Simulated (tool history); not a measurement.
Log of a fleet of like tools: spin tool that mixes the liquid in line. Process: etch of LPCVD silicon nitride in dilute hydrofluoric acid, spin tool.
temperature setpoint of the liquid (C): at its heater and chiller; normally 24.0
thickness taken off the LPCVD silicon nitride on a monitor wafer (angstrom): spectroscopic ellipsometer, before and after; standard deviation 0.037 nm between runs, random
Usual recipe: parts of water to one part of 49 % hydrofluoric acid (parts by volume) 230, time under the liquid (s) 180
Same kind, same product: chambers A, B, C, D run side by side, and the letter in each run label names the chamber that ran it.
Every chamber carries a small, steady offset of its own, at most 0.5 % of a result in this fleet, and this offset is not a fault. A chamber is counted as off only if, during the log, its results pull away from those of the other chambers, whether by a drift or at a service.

| run | day | temperature setpoint of the liquid (C) | parts of water to one part of 49 % hydrofluoric acid (parts by volume) | time under the liquid (s) | hours since the thermometer was replaced | hours since the hydrofluoric acid flow meter was replaced | read-back film thickness of the LPCVD silicon nitride reference wafer, read on the same gauge (nm) | thickness taken off the LPCVD silicon nitride on a monitor wafer (angstrom) |
|---|---|---|---|---|---|---|---|---|
| 1A | 0.596 | 24.0 | 230 | 180 | 933.7 | 2013.0 | 80.004 | 3.3842 |
| 2B | 1.208 | 24.0 | 230 | 180 | 1260.2 | 417.3 | 79.987 | 3.5459 |
| 3D | 1.683 | 24.0 | 230 | 180 | 2229.6 | 554.3 | 79.987 | 4.0301 |
| 4C | 2.283 | 24.0 | 230 | 180 | 688.6 | 1621.7 | 79.997 | 4.4899 |
| 5D | 2.638 | 24.0 | 230 | 180 | 2252.5 | 577.2 | 80.021 | 3.7407 |
| 6B | 2.933 | 24.0 | 230 | 180 | 1301.6 | 458.7 | 80.011 | 4.3995 |
| 7C | 3.283 | 24.0 | 230 | 180 | 712.6 | 1645.7 | 79.999 | 3.6087 |
|  | 3.354 | chamber D: thermometer replaced |
| 8A | 3.958 | 19.5 | 140 | 180 | 1014.4 | 2093.7 | 79.983 | 4.9196 |
|  | 3.975 | chamber A: hydrofluoric acid flow meter replaced |
| 9C | 4.250 | 19.5 | 140 | 180 | 735.8 | 1668.9 | 79.998 | 4.5268 |
| 10D | 4.833 | 19.5 | 140 | 180 | 35.5 | 629.9 | 80.002 | 3.8375 |
| 11B | 5.362 | 19.5 | 140 | 180 | 1359.9 | 517.0 | 80.006 | 5.2615 |
| 12A | 5.883 | 24.0 | 230 | 180 | 1060.6 | 45.9 | 79.993 | 3.9769 |
| 13B | 6.521 | 24.0 | 230 | 180 | 1387.7 | 544.8 | 80.008 | 3.9524 |
| 14C | 6.917 | 24.0 | 230 | 180 | 799.8 | 1732.9 | 80.034 | 4.3198 |
| 15D | 7.579 | 24.0 | 230 | 180 | 101.4 | 695.8 | 79.960 | 3.9483 |
| 16A | 7.896 | 24.0 | 230 | 180 | 1108.9 | 94.2 | 79.952 | 3.8598 |
| 17C | 8.504 | 24.0 | 230 | 180 | 837.9 | 1771.0 | 79.992 | 3.8220 |
| 18B | 8.908 | 24.0 | 230 | 180 | 1445.0 | 602.1 | 80.014 | 4.4978 |
| 19D | 9.504 | 24.0 | 230 | 180 | 147.6 | 742.0 | 80.052 | 4.6456 |
| 20A | 9.938 | 24.0 | 230 | 180 | 1157.9 | 143.2 | 80.018 | 4.2625 |
| 21B | 10.562 | 19.5 | 230 | 180 | 1484.7 | 641.8 | 79.955 | 3.1575 |
| 22D | 11.212 | 19.5 | 230 | 180 | 188.6 | 783.0 | 80.023 | 2.9464 |
| 23A | 11.554 | 19.5 | 230 | 180 | 1196.7 | 182.0 | 80.000 | 2.7583 |
| 24C | 11.850 | 19.5 | 230 | 180 | 918.2 | 1851.3 | 79.951 | 3.4855 |
| 25D | 12.350 | 24.0 | 120 | 180 | 215.9 | 810.3 | 80.007 | 7.1712 |
| 26A | 12.858 | 24.0 | 120 | 180 | 1228.0 | 213.3 | 80.049 | 5.8051 |
| 27B | 13.171 | 24.0 | 120 | 180 | 1547.3 | 704.4 | 79.978 | 7.8044 |
| 28C | 13.767 | 24.0 | 120 | 180 | 964.2 | 1897.3 | 80.003 | 7.7040 |
| 29A | 14.321 | 24.0 | 230 | 180 | 1263.1 | 248.4 | 80.022 | 3.2858 |
| 30C | 14.879 | 24.0 | 230 | 180 | 990.9 | 1924.0 | 80.015 | 3.8908 |
| 31D | 15.517 | 24.0 | 230 | 180 | 291.9 | 886.3 | 79.973 | 4.3276 |
| 32B | 16.062 | 24.0 | 230 | 180 | 1616.7 | 773.8 | 80.012 | 3.6206 |
| 33B | 16.521 | 24.0 | 230 | 180 | 1627.7 | 784.8 | 79.988 | 4.3812 |
| 34D | 16.825 | 28.0 | 230 | 110 | 323.3 | 917.7 | 80.040 | 3.1414 |
| 35C | 17.192 | 28.0 | 230 | 110 | 1046.4 | 1979.5 | 79.997 | 3.4149 |
| 36A | 17.554 | 28.0 | 230 | 110 | 1340.7 | 326.0 | 80.015 | 3.0049 |
| 37A | 18.083 | 28.0 | 230 | 110 | 1353.4 | 338.7 | 79.984 | 2.7615 |
| 38D | 18.529 | 28.0 | 230 | 215 | 364.2 | 958.6 | 79.964 | 6.9084 |
| 39B | 18.983 | 28.0 | 230 | 215 | 1686.8 | 843.9 | 80.013 | 6.4589 |

Which is it: a chamber that has drifted or been left off by a service, a gauge drift common to all chambers, or only each chamber's usual small offset? If a chamber is off, name it and its likeliest cause.

No chamber is off and the gauge is stable; the differences are just each chamber's small, constant offset.

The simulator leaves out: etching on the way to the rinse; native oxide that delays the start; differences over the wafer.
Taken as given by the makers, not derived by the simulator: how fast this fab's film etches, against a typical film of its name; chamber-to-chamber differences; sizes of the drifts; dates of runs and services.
